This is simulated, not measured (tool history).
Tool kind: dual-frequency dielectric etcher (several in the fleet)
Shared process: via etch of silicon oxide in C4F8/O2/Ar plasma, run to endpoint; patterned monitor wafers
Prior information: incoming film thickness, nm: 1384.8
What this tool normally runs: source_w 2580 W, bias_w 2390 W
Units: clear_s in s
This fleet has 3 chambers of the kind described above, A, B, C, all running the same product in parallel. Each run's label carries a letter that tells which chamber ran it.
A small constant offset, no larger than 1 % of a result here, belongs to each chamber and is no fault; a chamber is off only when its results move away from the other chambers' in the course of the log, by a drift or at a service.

run   hour  source_w  bias_w  clear_s
 1B    7.5      2580    2390   234.00
 2A   14.1      2580    2390   235.04
 3C   24.4      2580    2390   231.41
 4A   30.2      2580    2390   235.53
 5C   41.8      2580    2390   230.99
 6B   47.9      2580    2390   235.61
 7B   60.4      2580    2390   235.36
 8A   66.3      2580    2390   233.13
 9C   76.0      2580    2390   231.33
10A   84.1      2580    2390   234.56
11B   96.3      2580    2390   236.05
12C  104.1      2580    2390   232.16
13A  111.0      2580    2390   235.66
14C  121.5      2580    2390   232.09
15B  128.1      2580    2390   232.51
     132.4  -- chamber A: wet clean of the chamber
16C  140.4      2580    2390   234.52
17B  146.1      2580    2930   219.32
18A  155.4      2580    2930   219.66
19B  166.9      2580    2930   220.85
     170.0  -- chamber A: bias power generator calibrated
20C  174.0      2580    2390   233.51
21A  184.1      2580    2390   236.09
22A  191.2      2580    2390   233.79
23C  198.1      2580    2390   233.96
24B  206.5      2580    2390   233.78
     211.5  -- chamber C: bias power generator calibrated
25C  214.5      2580    2390   234.27

Does one chamber stand apart from the rest, does the shared gauge drift, or is all well apart from small per-chamber offsets? Give the chamber and the most likely cause, where there is one.

No chamber stands off beyond its own small offset, and the gauge holds steady.

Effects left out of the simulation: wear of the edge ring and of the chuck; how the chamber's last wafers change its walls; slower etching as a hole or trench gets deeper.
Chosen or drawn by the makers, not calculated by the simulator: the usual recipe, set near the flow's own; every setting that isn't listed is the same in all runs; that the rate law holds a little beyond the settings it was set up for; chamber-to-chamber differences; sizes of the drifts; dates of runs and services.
